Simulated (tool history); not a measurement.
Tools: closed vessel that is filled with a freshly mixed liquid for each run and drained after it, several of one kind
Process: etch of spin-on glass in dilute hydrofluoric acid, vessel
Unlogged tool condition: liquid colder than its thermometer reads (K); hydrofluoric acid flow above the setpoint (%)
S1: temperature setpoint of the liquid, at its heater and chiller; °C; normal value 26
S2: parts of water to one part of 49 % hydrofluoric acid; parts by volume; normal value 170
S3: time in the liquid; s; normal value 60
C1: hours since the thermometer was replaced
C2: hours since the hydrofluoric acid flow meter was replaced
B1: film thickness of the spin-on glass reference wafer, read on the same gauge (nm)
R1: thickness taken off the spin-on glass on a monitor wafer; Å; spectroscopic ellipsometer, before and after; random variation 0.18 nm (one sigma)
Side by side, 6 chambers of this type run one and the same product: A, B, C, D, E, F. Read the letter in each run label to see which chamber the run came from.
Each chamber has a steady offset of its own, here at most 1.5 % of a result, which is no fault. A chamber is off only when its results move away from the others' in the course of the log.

Run 1D, hour 9.6: usual settings; C1 1558.2; C2 208.3; B1 79.97. Result: R1 222.37 Å.
At hour 10.1: chamber C: thermometer replaced.
Run 2A, hour 17.9: usual settings; C1 329; C2 1230.9; B1 79.984. Result: R1 228.48 Å.
Run 3E, hour 24.3: usual settings; C1 1709.5; C2 1154.4; B1 80.009. Result: R1 226.5 Å.
Run 4F, hour 30.6: usual settings; C1 1468.4; C2 1634.4; B1 79.998. Result: R1 221.17 Å.
Run 5C, hour 36.3: usual settings but S2 125 parts by volume; C1 26.2; C2 512.9; B1 80.011. Result: R1 331.61 Å.
Run 6B, hour 47.6: usual settings but S2 125 parts by volume; C1 667.8; C2 1457.3; B1 79.975. Result: R1 326.12 Å.
Run 7C, hour 56.9: usual settings but S2 125 parts by volume; C1 46.8; C2 533.5; B1 79.993. Result: R1 326.36 Å.
Run 8B, hour 62.5: usual settings but S2 125 parts by volume; C1 682.7; C2 1472.2; B1 80.02. Result: R1 319.59 Å.
Run 9D, hour 69.3: usual settings but S2 125 parts by volume; C1 1617.9; C2 268; B1 80.006. Result: R1 324.38 Å.
Run 10E, hour 79.2: usual settings but S2 125 parts by volume; C1 1764.4; C2 1209.3; B1 80.003. Result: R1 327.83 Å.
Run 11F, hour 89.5: usual settings but S1 23.5 °C, S2 135 parts by volume; C1 1527.3; C2 1693.3; B1 79.997. Result: R1 261.89 Å.
Run 12A, hour 100.2: usual settings but S1 23.5 °C, S2 135 parts by volume; C1 411.3; C2 1313.2; B1 80.008. Result: R1 271.25 Å.
At hour 109.1: chamber A: hydrofluoric acid flow meter replaced.
Run 13E, hour 111.2: usual settings but S1 23.5 °C, S2 135 parts by volume; C1 1796.4; C2 1241.3; B1 79.986. Result: R1 268.15 Å.
Run 14C, hour 119.7: usual settings but S1 23.5 °C, S2 135 parts by volume; C1 109.6; C2 596.3; B1 80.022. Result: R1 274.22 Å.
Run 15F, hour 126.7: usual settings but S1 23.5 °C, S2 135 parts by volume; C1 1564.5; C2 1730.5; B1 80.002. Result: R1 260.99 Å.
Run 16A, hour 136.3: usual settings but S1 23.5 °C, S2 135 parts by volume; C1 447.4; C2 27.2; B1 80.031. Result: R1 270.07 Å.
Run 17D, hour 145.8: usual settings; C1 1694.4; C2 344.5; B1 79.999. Result: R1 222 Å.
Run 18B, hour 152.1: usual settings but S1 24 °C, S3 35 s; C1 772.3; C2 1561.8; B1 80.006. Result: R1 123.81 Å.
Run 19C, hour 164: usual settings but S1 24 °C, S3 35 s; C1 153.9; C2 640.6; B1 80.015. Result: R1 124.62 Å.
Run 20D, hour 170.3: usual settings but S1 24 °C, S3 35 s; C1 1718.9; C2 369; B1 79.997. Result: R1 120.79 Å.
Run 21F, hour 175.9: usual settings but S1 24 °C, S3 35 s; C1 1613.7; C2 1779.7; B1 79.998. Result: R1 122.06 Å.
Run 22A, hour 187.6: usual settings but S1 24 °C, S3 35 s; C1 498.7; C2 78.5; B1 80.001. Result: R1 121.69 Å.
Run 23B, hour 193.4: usual settings but S1 24 °C, S3 35 s; C1 813.6; C2 1603.1; B1 79.99. Result: R1 126.94 Å.
Run 24E, hour 202.6: usual settings; C1 1887.8; C2 1332.7; B1 79.995. Result: R1 225.24 Å.
Run 25D, hour 213.7: usual settings; C1 1762.3; C2 412.4; B1 79.992. Result: R1 224.76 Å.
Run 26A, hour 220.2: usual settings; C1 531.3; C2 111.1; B1 80.009. Result: R1 227.12 Å.
Run 27B, hour 231.1: usual settings but S2 145 parts by volume; C1 851.3; C2 1640.8; B1 79.995. Result: R1 283.57 Å.
At hour 236.7: chamber D: hydrofluoric acid flow meter replaced.
Run 28C, hour 242.8: usual settings but S2 145 parts by volume; C1 232.7; C2 719.4; B1 80.003. Result: R1 277.85 Å.
Run 29F, hour 250.2: usual settings but S2 145 parts by volume; C1 1688; C2 1854; B1 80.003. Result: R1 268.39 Å.
Run 30E, hour 262: usual settings but S2 145 parts by volume; C1 1947.2; C2 1392.1; B1 79.977. Result: R1 274.21 Å.
At hour 267.7: chamber D: thermometer replaced.
Run 31F, hour 267.8: usual settings but S2 145 parts by volume; C1 1705.6; C2 1871.6; B1 80.005. Result: R1 266.73 Å.
At hour 273.7: chamber C: hydrofluoric acid flow meter replaced.
Run 32C, hour 274.1: usual settings but S2 145 parts by volume; C1 264; C2 0.5; B1 79.999. Result: R1 274.44 Å.
Run 33E, hour 285.8: usual settings; C1 1971; C2 1415.9; B1 79.997. Result: R1 230.24 Å.
Run 34A, hour 294.1: usual settings but S1 29 °C, S2 115 parts by volume; C1 605.2; C2 185; B1 80.001. Result: R1 398.35 Å.
Run 35D, hour 305.5: usual settings but S1 29 °C, S2 115 parts by volume; C1 37.9; C2 68.9; B1 79.986. Result: R1 394.57 Å.
Run 36B, hour 311: usual settings but S1 29 °C, S2 115 parts by volume; C1 931.2; C2 1720.7; B1 80.003. Result: R1 411.83 Å.
Run 37D, hour 317.9: usual settings but S1 29 °C, S2 115 parts by volume; C1 50.3; C2 81.3; B1 80.013. Result: R1 398.06 Å.
Run 38C, hour 325: usual settings but S1 29 °C, S2 115 parts by volume; C1 314.9; C2 51.4; B1 80.011. Result: R1 408.1 Å.

Decide between three cases: one chamber stands off from its peers, the gauge reading all wafers drifts, or nothing is wrong past each chamber's small offset. Where a chamber is off, say which and what most likely put it there.

It is chamber B that slowly wanders off from its peers.
Most likely cause: hydrofluoric acid flow above the setpoint (%) = 4.94.
Not necessarily distinguishable in this log from: liquid hotter than its thermometer reads (K).

Chamber B could run next with any of the 4 candidate recipes listed below; each alters the usual settings, and their results appear as question marks. Which one brings its results back in line with what the other chambers deliver on the usual settings?
Maximum distance from the other chambers' mean on the usual settings for a result to count as in line: R1 6.3 Å
Run 39B-1, hour 333.5: usual settings but S1 27.5 °C. Result: R1 ?.
Run 39B-2, hour 333.5: usual settings but S1 25.5 °C, S2 185 parts by volume. Result: R1 ?.
Run 39B-3, hour 333.5: usual settings but S1 24.5 °C. Result: R1 ?.
Run 39B-4, hour 333.5: usual settings but S2 165 parts by volume, S3 65 s. Result: R1 ?.

The mean the other chambers reach with the usual settings: R1 225.34 Å
  run      R1
39B-1     252
39B-2  211.93
39B-3  225.48
39B-4  267.48
39B-3 is the one that brings the chamber's results back in line with the other chambers.
